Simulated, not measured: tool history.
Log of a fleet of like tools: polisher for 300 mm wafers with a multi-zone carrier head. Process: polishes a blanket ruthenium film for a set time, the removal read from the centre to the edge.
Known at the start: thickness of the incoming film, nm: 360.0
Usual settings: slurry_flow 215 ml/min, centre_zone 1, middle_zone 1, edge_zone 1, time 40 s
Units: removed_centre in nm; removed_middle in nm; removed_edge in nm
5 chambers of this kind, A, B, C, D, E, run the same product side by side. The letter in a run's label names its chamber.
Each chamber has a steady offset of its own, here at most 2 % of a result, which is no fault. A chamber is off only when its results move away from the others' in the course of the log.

Run 1D, hour 9.8: usual settings. Result: removed_centre 49.064 nm, removed_middle 47.701 nm, removed_edge 46.802 nm.
At hour 12.1: chamber E: worn pad replaced by a new one.
Run 2E, hour 17.4: usual settings. Result: removed_centre 46.806 nm, removed_middle 47.908 nm, removed_edge 48.576 nm.
At hour 22.2: chamber B: worn pad replaced by a new one.
At hour 24.9: chamber A: worn pad replaced by a new one.
Run 3A, hour 25.5: usual settings. Result: removed_centre 47.189 nm, removed_middle 48.384 nm, removed_edge 48.105 nm.
Run 4B, hour 33.8: usual settings. Result: removed_centre 47.982 nm, removed_middle 47.244 nm, removed_edge 47.292 nm.
Run 5C, hour 44.5: usual settings. Result: removed_centre 48.56 nm, removed_middle 48.362 nm, removed_edge 46.764 nm.
At hour 51.2: chamber D: slurry nozzle cleaned.
Run 6B, hour 52.6: usual settings. Result: removed_centre 47.462 nm, removed_middle 47.279 nm, removed_edge 47.205 nm.
Run 7E, hour 58.8: usual settings but middle_zone 1.11. Result: removed_centre 46.871 nm, removed_middle 52.8 nm, removed_edge 48.206 nm.
Run 8D, hour 69.4: usual settings but middle_zone 1.11. Result: removed_centre 46.9 nm, removed_middle 52.162 nm, removed_edge 47.44 nm.
Run 9A, hour 77.6: usual settings but middle_zone 1.11. Result: removed_centre 47.353 nm, removed_middle 53.288 nm, removed_edge 47.081 nm.
Run 10C, hour 86.9: usual settings but middle_zone 1.11. Result: removed_centre 49.547 nm, removed_middle 52.852 nm, removed_edge 47.475 nm.
At hour 88.6: chamber E: centre zone pressure recalibrated.
At hour 92.7: chamber B: worn pad replaced by a new one.
Run 11C, hour 97.7: usual settings but middle_zone 1.11. Result: removed_centre 47.793 nm, removed_middle 52.927 nm, removed_edge 47.482 nm.
At hour 101.8: chamber E: worn pad replaced by a new one.
At hour 103.5: chamber C: worn pad replaced by a new one.
Run 12E, hour 105.3: usual settings. Result: removed_centre 46.579 nm, removed_middle 47.292 nm, removed_edge 47.949 nm.
At hour 112.2: chamber C: edge zone pressure recalibrated.
Run 13B, hour 116.2: usual settings. Result: removed_centre 47.659 nm, removed_middle 47.682 nm, removed_edge 46.94 nm.
Run 14D, hour 122.3: usual settings. Result: removed_centre 46.801 nm, removed_middle 47.447 nm, removed_edge 47.523 nm.
Run 15A, hour 133.7: usual settings. Result: removed_centre 47.097 nm, removed_middle 47.843 nm, removed_edge 47.887 nm.
Run 16A, hour 144.7: usual settings but middle_zone 1.06, time 29 s. Result: removed_centre 34.844 nm, removed_middle 36.638 nm, removed_edge 34.709 nm.
Run 17D, hour 150.5: usual settings but middle_zone 1.06, time 29 s. Result: removed_centre 34.412 nm, removed_middle 36.581 nm, removed_edge 34.212 nm.
Run 18C, hour 160.1: usual settings but middle_zone 1.06, time 29 s. Result: removed_centre 35.003 nm, removed_middle 36.383 nm, removed_edge 34.443 nm.
At hour 162.3: chamber B: worn pad replaced by a new one.
At hour 166.5: chamber C: slurry nozzle cleaned.
Run 19E, hour 166.8: usual settings but middle_zone 1.06, time 29 s. Result: removed_centre 34.434 nm, removed_middle 36.113 nm, removed_edge 35.143 nm.
Run 20B, hour 172.6: usual settings but middle_zone 1.06, time 29 s. Result: removed_centre 34.408 nm, removed_middle 36.405 nm, removed_edge 34.457 nm.
Run 21A, hour 178.6: usual settings. Result: removed_centre 47.52 nm, removed_middle 47.725 nm, removed_edge 48.016 nm.
At hour 179.1: chamber A: edge zone pressure recalibrated.
At hour 182.9: chamber D: worn pad replaced by a new one.
Run 22C, hour 184.4: usual settings. Result: removed_centre 48.221 nm, removed_middle 48.213 nm, removed_edge 47.47 nm.
Run 23E, hour 189.9: usual settings. Result: removed_centre 47.071 nm, removed_middle 47.357 nm, removed_edge 47.908 nm.
At hour 191.6: chamber A: worn pad replaced by a new one.
Run 24D, hour 196.6: usual settings. Result: removed_centre 48.566 nm, removed_middle 48.304 nm, removed_edge 46.88 nm.
At hour 198.1: chamber E: worn pad replaced by a new one.
At hour 201.6: chamber E: slurry nozzle cleaned.
Run 25B, hour 203.2: usual settings. Result: removed_centre 47.049 nm, removed_middle 47.849 nm, removed_edge 47.793 nm.
Run 26B, hour 209: usual settings but middle_zone 0.92, time 46 s. Result: removed_centre 53.158 nm, removed_middle 50.788 nm, removed_edge 54.582 nm.
At hour 216.5: chamber C: worn pad replaced by a new one.
Run 27A, hour 219.1: usual settings but middle_zone 0.92, time 46 s. Result: removed_centre 55.003 nm, removed_middle 50.755 nm, removed_edge 55.429 nm.
Run 28D, hour 224.7: usual settings but middle_zone 0.92, time 46 s. Result: removed_centre 54.755 nm, removed_middle 50.699 nm, removed_edge 54.277 nm.
At hour 225.6: chamber B: worn pad replaced by a new one.
Run 29E, hour 229.9: usual settings but middle_zone 0.92, time 46 s. Result: removed_centre 54.931 nm, removed_middle 50.664 nm, removed_edge 55.733 nm.
Run 30C, hour 237.1: usual settings but middle_zone 0.92, time 46 s. Result: removed_centre 55.809 nm, removed_middle 51.511 nm, removed_edge 54.998 nm.
Run 31A, hour 246.6: usual settings. Result: removed_centre 47.173 nm, removed_middle 47.999 nm, removed_edge 47.426 nm.
At hour 248.3: chamber D: edge zone pressure recalibrated.
At hour 249.7: chamber C: centre zone pressure recalibrated.
Run 32B, hour 257.8: usual settings. Result: removed_centre 45.43 nm, removed_middle 47.537 nm, removed_edge 47.78 nm.
Run 33E, hour 265.7: usual settings. Result: removed_centre 47.093 nm, removed_middle 47.714 nm, removed_edge 46.659 nm.
Run 34C, hour 274.7: usual settings. Result: removed_centre 48.307 nm, removed_middle 47.756 nm, removed_edge 48.575 nm.
Run 35D, hour 282.1: usual settings. Result: removed_centre 48.53 nm, removed_middle 47.377 nm, removed_edge 47.023 nm.
At hour 287.7: chamber E: worn pad replaced by a new one.
Run 36E, hour 289.3: usual settings. Result: removed_centre 47.332 nm, removed_middle 47.81 nm, removed_edge 47.817 nm.
Run 37C, hour 300.9: usual settings but edge_zone 0.94. Result: removed_centre 48.385 nm, removed_middle 47.853 nm, removed_edge 46.572 nm.
At hour 301.1: chamber B: worn pad replaced by a new one.
Run 38A, hour 309.3: usual settings but edge_zone 0.94. Result: removed_centre 47.31 nm, removed_middle 47.878 nm, removed_edge 46.227 nm.
Run 39B, hour 314.6: usual settings but edge_zone 0.94. Result: removed_centre 45.032 nm, removed_middle 47.223 nm, removed_edge 46.251 nm.
Run 40D, hour 321: usual settings but edge_zone 0.94. Result: removed_centre 46.604 nm, removed_middle 47.812 nm, removed_edge 46.769 nm.
Run 41A, hour 332.6: usual settings but edge_zone 0.94. Result: removed_centre 47.307 nm, removed_middle 48.137 nm, removed_edge 45.968 nm.
Run 42B, hour 341.3: usual settings but centre_zone 1.04. Result: removed_centre 46.237 nm, removed_middle 47.462 nm, removed_edge 46.922 nm.
Run 43C, hour 352.5: usual settings but centre_zone 1.04. Result: removed_centre 50.652 nm, removed_middle 47.968 nm, removed_edge 47.547 nm.

Is one chamber off against the others, does the gauge drift, or is nothing wrong? If a chamber is off, say which, and what the likeliest cause is.

Chamber B drifts away from the others.
Cause: centre zone's pressure below its setpoint, % = 7.8.

Here are 4 candidates for chamber B's next run, each the usual settings with a change, their results left as question marks. Which one brings its results back in line with what the others give on the usual settings?
In line means no further than this from the other chambers' mean on the usual settings: removed_centre 2 nm; removed_middle 1.2 nm; removed_edge 1.8 nm
Run 44B-1, hour 361: usual settings but slurry_flow 225 ml/min, centre_zone 1.12, middle_zone 0.99, edge_zone 0.95, time 41 s. Result: removed_centre ?, removed_middle ?, removed_edge ?.
Run 44B-2, hour 361: usual settings but slurry_flow 210 ml/min, centre_zone 0.94, edge_zone 1.03. Result: removed_centre ?, removed_middle ?, removed_edge ?.
Run 44B-3, hour 361: usual settings but slurry_flow 205 ml/min, centre_zone 0.88, middle_zone 1.01, edge_zone 1.05, time 39 s. Result: removed_centre ?, removed_middle ?, removed_edge ?.
Run 44B-4, hour 361: usual settings but slurry_flow 220 ml/min, centre_zone 1.07, edge_zone 0.97. Result: removed_centre ?, removed_middle ?, removed_edge ?.

The other chambers' mean on the usual settings: removed_centre 47.763 nm; removed_middle 47.888 nm; removed_edge 47.754 nm
  run  removed_centre  removed_middle  removed_edge
44B-1          51.422          48.394        47.527
44B-2           40.88          47.255        48.045
44B-3          36.869          46.354        47.206
44B-4          47.553          47.523        46.763
44B-4 brings the chamber back in line.
